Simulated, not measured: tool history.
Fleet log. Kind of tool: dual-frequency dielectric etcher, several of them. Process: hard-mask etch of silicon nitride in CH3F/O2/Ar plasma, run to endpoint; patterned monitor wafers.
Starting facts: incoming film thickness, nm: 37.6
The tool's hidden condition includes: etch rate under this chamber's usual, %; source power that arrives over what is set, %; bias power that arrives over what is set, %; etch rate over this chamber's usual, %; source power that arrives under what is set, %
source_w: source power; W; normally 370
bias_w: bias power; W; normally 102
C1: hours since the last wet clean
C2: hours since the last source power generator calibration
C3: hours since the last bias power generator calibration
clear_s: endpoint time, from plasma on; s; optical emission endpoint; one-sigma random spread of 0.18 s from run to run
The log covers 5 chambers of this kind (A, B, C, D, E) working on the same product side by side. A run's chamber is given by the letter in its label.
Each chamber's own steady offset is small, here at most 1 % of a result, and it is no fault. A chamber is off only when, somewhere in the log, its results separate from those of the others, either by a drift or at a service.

run 1B day=0.238 | source_w=370 bias_w=102 | C1=23.2 C2=3171.5 C3=1927.0 | clear_s=49.568
run 2E day=0.567 | source_w=370 bias_w=102 | C1=124.1 C2=795.2 C3=2511.8 | clear_s=49.178
run 3C day=0.788 | source_w=370 bias_w=102 | C1=216.8 C2=2710.4 C3=2404.4 | clear_s=49.639
run 4D day=1.029 | source_w=370 bias_w=102 | C1=172.0 C2=1770.2 C3=2008.3 | clear_s=49.383
run 5A day=1.412 | source_w=370 bias_w=102 | C1=350.5 C2=1622.6 C3=1897.0 | clear_s=49.733
run 6D day=1.858 | source_w=370 bias_w=90 | C1=191.9 C2=1790.1 C3=2028.2 | clear_s=52.409
run 7B day=2.308 | source_w=370 bias_w=90 | C1=72.9 C2=3221.2 C3=1976.7 | clear_s=51.978
run 8C day=2.525 | source_w=370 bias_w=90 | C1=258.5 C2=2752.1 C3=2446.1 | clear_s=51.372
run 9E day=2.942 | source_w=370 bias_w=90 | C1=181.1 C2=852.2 C3=2568.8 | clear_s=51.877
run 10A day=3.354 | source_w=370 bias_w=90 | C1=397.1 C2=1669.2 C3=1943.6 | clear_s=52.320
-- day=3.633 chamber D: bias power generator calibrated
run 11E day=3.696 | source_w=370 bias_w=102 | C1=199.2 C2=870.3 C3=2586.9 | clear_s=49.480
run 12B day=4.033 | source_w=370 bias_w=102 | C1=114.3 C2=3262.6 C3=2018.1 | clear_s=49.626
run 13D day=4.362 | source_w=370 bias_w=126 | C1=252.0 C2=1850.2 C3=17.6 | clear_s=45.922
run 14A day=4.650 | source_w=370 bias_w=126 | C1=428.2 C2=1700.3 C3=1974.7 | clear_s=45.876
run 15C day=4.996 | source_w=370 bias_w=126 | C1=317.8 C2=2811.4 C3=2505.4 | clear_s=45.366
run 16B day=5.475 | source_w=370 bias_w=126 | C1=148.9 C2=3297.2 C3=2052.7 | clear_s=45.709
run 17D day=5.900 | source_w=370 bias_w=126 | C1=288.9 C2=1887.1 C3=54.5 | clear_s=45.931
run 18E day=6.304 | source_w=370 bias_w=102 | C1=261.8 C2=932.9 C3=2649.5 | clear_s=49.565
run 19A day=6.750 | source_w=370 bias_w=102 | C1=478.6 C2=1750.7 C3=2025.1 | clear_s=50.317
run 20C day=7.092 | source_w=370 bias_w=102 | C1=368.1 C2=2861.7 C3=2555.7 | clear_s=49.832
run 21D day=7.379 | source_w=370 bias_w=102 | C1=324.4 C2=1922.6 C3=90.0 | clear_s=49.807
run 22B day=7.862 | source_w=370 bias_w=102 | C1=206.2 C2=3354.5 C3=2110.0 | clear_s=49.345
run 23A day=8.104 | source_w=370 bias_w=102 | C1=511.1 C2=1783.2 C3=2057.6 | clear_s=50.314
run 24E day=8.575 | source_w=370 bias_w=102 | C1=316.3 C2=987.4 C3=2704.0 | clear_s=49.461
run 25C day=8.854 | source_w=370 bias_w=102 | C1=410.4 C2=2904.0 C3=2598.0 | clear_s=49.745
run 26C day=9.171 | source_w=410 bias_w=102 | C1=418.0 C2=2911.6 C3=2605.6 | clear_s=47.754
run 27B day=9.562 | source_w=410 bias_w=102 | C1=247.0 C2=3395.3 C3=2150.8 | clear_s=47.781
-- day=9.900 chamber D: source power generator calibrated
run 28D day=9.942 | source_w=410 bias_w=102 | C1=385.9 C2=1.0 C3=151.5 | clear_s=48.295
run 29E day=10.271 | source_w=410 bias_w=102 | C1=357.0 C2=1028.1 C3=2744.7 | clear_s=47.500
run 30A day=10.517 | source_w=410 bias_w=102 | C1=569.0 C2=1841.1 C3=2115.5 | clear_s=49.010
run 31D day=10.896 | source_w=370 bias_w=102 | C1=408.8 C2=23.9 C3=174.4 | clear_s=49.584
run 32E day=11.175 | source_w=370 bias_w=102 | C1=378.7 C2=1049.8 C3=2766.4 | clear_s=49.355
run 33A day=11.400 | source_w=370 bias_w=102 | C1=590.2 C2=1862.3 C3=2136.7 | clear_s=50.584
run 34C day=11.750 | source_w=370 bias_w=102 | C1=479.9 C2=2973.5 C3=2667.5 | clear_s=49.213
-- day=11.962 chamber E: wet clean of the chamber
run 35B day=12.154 | source_w=430 bias_w=118 | C1=309.2 C2=3457.5 C3=2213.0 | clear_s=44.334
run 36E day=12.475 | source_w=430 bias_w=118 | C1=12.3 C2=1081.0 C3=2797.6 | clear_s=44.102
run 37C day=12.717 | source_w=430 bias_w=118 | C1=503.1 C2=2996.7 C3=2690.7 | clear_s=43.985

Is one chamber out of step, is the gauge drifting, or do the chambers differ by no more than their own small offsets? For an off chamber, give its letter and the likeliest cause.

One chamber, A, drifts off from the rest bit by bit.
Most likely cause: etch rate under this chamber's usual, % = 3.15.

Below are 4 candidate recipes for chamber A's next run, each the usual settings with a change, their results shown as question marks. Which of them brings A's results back in line with what the other chambers give on the usual settings?
In line here means within this much of the mean the other chambers give on the usual settings: clear_s 0.640 s
run 38A-1 day=13.062 | source_w=400 bias_w=111 | clear_s=?
run 38A-2 day=13.062 | source_w=350 bias_w=97 | clear_s=?
run 38A-3 day=13.062 | source_w=340 bias_w=93 | clear_s=?
run 38A-4 day=13.062 | source_w=370 bias_w=111 | clear_s=?

On the usual settings, the other chambers give on average: clear_s 49.584 s
run=38A-1 clear_s=48.384
run=38A-2 clear_s=53.408
run=38A-3 clear_s=54.815
run=38A-4 clear_s=49.793
38A-4 puts the chamber back in line with the other chambers.
